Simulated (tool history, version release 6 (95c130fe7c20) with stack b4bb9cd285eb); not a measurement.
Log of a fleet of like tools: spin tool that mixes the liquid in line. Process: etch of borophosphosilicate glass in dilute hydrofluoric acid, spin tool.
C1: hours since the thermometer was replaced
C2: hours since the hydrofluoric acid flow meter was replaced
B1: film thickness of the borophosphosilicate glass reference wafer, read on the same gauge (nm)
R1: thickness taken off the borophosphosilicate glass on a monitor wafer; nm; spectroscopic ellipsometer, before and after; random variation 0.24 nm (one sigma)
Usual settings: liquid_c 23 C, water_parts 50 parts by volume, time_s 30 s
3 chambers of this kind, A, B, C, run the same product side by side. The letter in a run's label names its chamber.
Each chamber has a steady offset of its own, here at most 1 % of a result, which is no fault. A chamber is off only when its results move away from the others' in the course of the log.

{"run": "1B", "hour": 12.4, "liquid_c": 23, "water_parts": 50, "time_s": 30, "C1": 1128.5, "C2": 562.0, "B1": 59.991, "R1": 33.687}
{"run": "2C", "hour": 18.0, "liquid_c": 23, "water_parts": 50, "time_s": 30, "C1": 795.6, "C2": 677.8, "B1": 59.967, "R1": 33.455}
{"run": "3A", "hour": 27.4, "liquid_c": 23, "water_parts": 50, "time_s": 30, "C1": 790.1, "C2": 454.5, "B1": 59.979, "R1": 33.803}
{"hour": 30.7, "done": "chamber A: hydrofluoric acid flow meter replaced"}
{"run": "4C", "hour": 35.4, "liquid_c": 23, "water_parts": 50, "time_s": 30, "C1": 813.0, "C2": 695.2, "B1": 60.017, "R1": 33.529}
{"run": "5B", "hour": 43.1, "liquid_c": 23, "water_parts": 50, "time_s": 30, "C1": 1159.2, "C2": 592.7, "B1": 60.009, "R1": 33.624}
{"run": "6A", "hour": 55.0, "liquid_c": 23, "water_parts": 50, "time_s": 30, "C1": 817.7, "C2": 24.3, "B1": 59.994, "R1": 33.922}
{"run": "7B", "hour": 67.1, "liquid_c": 23, "water_parts": 50, "time_s": 30, "C1": 1183.2, "C2": 616.7, "B1": 60.007, "R1": 33.643}
{"run": "8C", "hour": 77.8, "liquid_c": 23, "water_parts": 50, "time_s": 30, "C1": 855.4, "C2": 737.6, "B1": 60.002, "R1": 33.218}
{"run": "9A", "hour": 83.9, "liquid_c": 23, "water_parts": 50, "time_s": 30, "C1": 846.6, "C2": 53.2, "B1": 60.013, "R1": 33.98}
{"run": "10A", "hour": 91.6, "liquid_c": 23, "water_parts": 50, "time_s": 30, "C1": 854.3, "C2": 60.9, "B1": 59.992, "R1": 34.002}
{"run": "11C", "hour": 103.1, "liquid_c": 23, "water_parts": 50, "time_s": 30, "C1": 880.7, "C2": 762.9, "B1": 59.98, "R1": 33.529}
{"run": "12B", "hour": 111.3, "liquid_c": 23, "water_parts": 50, "time_s": 30, "C1": 1227.4, "C2": 660.9, "B1": 60.015, "R1": 33.84}
{"run": "13C", "hour": 118.8, "liquid_c": 23, "water_parts": 50, "time_s": 30, "C1": 896.4, "C2": 778.6, "B1": 59.971, "R1": 33.39}
{"run": "14A", "hour": 129.1, "liquid_c": 23, "water_parts": 50, "time_s": 30, "C1": 891.8, "C2": 98.4, "B1": 60.02, "R1": 33.851}
{"run": "15B", "hour": 137.2, "liquid_c": 23, "water_parts": 40, "time_s": 30, "C1": 1253.3, "C2": 686.8, "B1": 60.012, "R1": 42.329}
{"run": "16C", "hour": 146.3, "liquid_c": 23, "water_parts": 40, "time_s": 30, "C1": 923.9, "C2": 806.1, "B1": 59.995, "R1": 42.978}
{"run": "17B", "hour": 156.2, "liquid_c": 23, "water_parts": 40, "time_s": 30, "C1": 1272.3, "C2": 705.8, "B1": 60.005, "R1": 42.456}
{"run": "18A", "hour": 166.4, "liquid_c": 23, "water_parts": 50, "time_s": 30, "C1": 929.1, "C2": 135.7, "B1": 60.005, "R1": 33.458}
{"run": "19A", "hour": 177.0, "liquid_c": 23, "water_parts": 50, "time_s": 30, "C1": 939.7, "C2": 146.3, "B1": 59.976, "R1": 33.798}
{"run": "20B", "hour": 189.7, "liquid_c": 23, "water_parts": 50, "time_s": 30, "C1": 1305.8, "C2": 739.3, "B1": 60.003, "R1": 33.91}
{"run": "21C", "hour": 198.6, "liquid_c": 23, "water_parts": 35, "time_s": 30, "C1": 976.2, "C2": 858.4, "B1": 59.98, "R1": 48.751}
{"run": "22C", "hour": 209.6, "liquid_c": 23, "water_parts": 35, "time_s": 30, "C1": 987.2, "C2": 869.4, "B1": 60.027, "R1": 48.684}
{"run": "23A", "hour": 221.2, "liquid_c": 23, "water_parts": 35, "time_s": 30, "C1": 983.9, "C2": 190.5, "B1": 59.977, "R1": 48.82}
{"run": "24B", "hour": 230.4, "liquid_c": 23, "water_parts": 50, "time_s": 30, "C1": 1346.5, "C2": 780.0, "B1": 59.962, "R1": 33.715}
{"run": "25B", "hour": 238.7, "liquid_c": 23, "water_parts": 50, "time_s": 30, "C1": 1354.8, "C2": 788.3, "B1": 60.009, "R1": 33.55}
{"hour": 248.3, "done": "chamber A: thermometer replaced"}
{"run": "26A", "hour": 248.3, "liquid_c": 23, "water_parts": 50, "time_s": 30, "C1": 0.0, "C2": 217.6, "B1": 60.035, "R1": 33.903}
{"run": "27C", "hour": 256.8, "liquid_c": 23, "water_parts": 50, "time_s": 30, "C1": 1034.4, "C2": 916.6, "B1": 59.991, "R1": 32.57}
{"run": "28C", "hour": 263.3, "liquid_c": 23, "water_parts": 50, "time_s": 20, "C1": 1040.9, "C2": 923.1, "B1": 60.027, "R1": 21.545}
{"run": "29B", "hour": 269.1, "liquid_c": 23, "water_parts": 50, "time_s": 20, "C1": 1385.2, "C2": 818.7, "B1": 59.975, "R1": 22.549}
{"run": "30A", "hour": 276.7, "liquid_c": 23, "water_parts": 50, "time_s": 20, "C1": 28.4, "C2": 246.0, "B1": 60.009, "R1": 22.306}
{"run": "31A", "hour": 283.0, "liquid_c": 23, "water_parts": 50, "time_s": 30, "C1": 34.7, "C2": 252.3, "B1": 59.976, "R1": 33.884}
{"run": "32B", "hour": 291.2, "liquid_c": 23, "water_parts": 50, "time_s": 30, "C1": 1407.3, "C2": 840.8, "B1": 59.967, "R1": 33.711}
{"run": "33C", "hour": 298.1, "liquid_c": 23, "water_parts": 50, "time_s": 30, "C1": 1075.7, "C2": 957.9, "B1": 59.947, "R1": 31.891}
{"run": "34A", "hour": 305.0, "liquid_c": 23, "water_parts": 50, "time_s": 30, "C1": 56.7, "C2": 274.3, "B1": 59.967, "R1": 34.061}
{"run": "35C", "hour": 310.6, "liquid_c": 23, "water_parts": 50, "time_s": 30, "C1": 1088.2, "C2": 970.4, "B1": 59.986, "R1": 31.817}
{"run": "36B", "hour": 316.9, "liquid_c": 23, "water_parts": 70, "time_s": 15, "C1": 1433.0, "C2": 866.5, "B1": 59.982, "R1": 11.758}
{"run": "37B", "hour": 329.5, "liquid_c": 23, "water_parts": 70, "time_s": 15, "C1": 1445.6, "C2": 879.1, "B1": 60.007, "R1": 11.738}
{"run": "38A", "hour": 335.2, "liquid_c": 23, "water_parts": 70, "time_s": 15, "C1": 86.9, "C2": 304.5, "B1": 59.986, "R1": 11.865}
{"run": "39C", "hour": 345.8, "liquid_c": 23, "water_parts": 50, "time_s": 30, "C1": 1123.4, "C2": 1005.6, "B1": 60.026, "R1": 31.536}
{"run": "40A", "hour": 357.4, "liquid_c": 23, "water_parts": 50, "time_s": 30, "C1": 109.1, "C2": 326.7, "B1": 59.985, "R1": 33.755}
{"run": "41C", "hour": 362.9, "liquid_c": 23, "water_parts": 50, "time_s": 30, "C1": 1140.5, "C2": 1022.7, "B1": 59.997, "R1": 31.081}
{"run": "42B", "hour": 374.2, "liquid_c": 23, "water_parts": 50, "time_s": 30, "C1": 1490.3, "C2": 923.8, "B1": 60.018, "R1": 33.842}
{"run": "43A", "hour": 385.7, "liquid_c": 23, "water_parts": 50, "time_s": 30, "C1": 137.4, "C2": 355.0, "B1": 60.009, "R1": 34.087}

Is one chamber off against the others, does the gauge drift, or is nothing wrong? If a chamber is off, say which, and what the likeliest cause is.

Chamber C drifts away from the others.
Cause: hydrofluoric acid flow below the setpoint (%) = 8.12.
The log may not tell that from: liquid colder than its thermometer reads (K).

Here are 4 candidates for chamber C's next run, each the usual settings with a change, their results left as question marks. Which one brings its results back in line with what the others give on the usual settings?
In line means no further than this from the other chambers' mean on the usual settings: R1 0.830 nm
{"run": "44C-1", "hour": 394.9, "liquid_c": 21.0, "water_parts": 50, "time_s": 30, "R1": "?"}
{"run": "44C-2", "hour": 394.9, "liquid_c": 23.0, "water_parts": 50, "time_s": 35, "R1": "?"}
{"run": "44C-3", "hour": 394.9, "liquid_c": 25.5, "water_parts": 50, "time_s": 30, "R1": "?"}
{"run": "44C-4", "hour": 394.9, "liquid_c": 19.5, "water_parts": 50, "time_s": 30, "R1": "?"}

The other chambers' mean on the usual settings: R1 33.750 nm
run=44C-1 R1=28.441
run=44C-2 R1=36.020
run=44C-3 R1=34.145
run=44C-4 R1=26.717
44C-3 brings the chamber back in line.
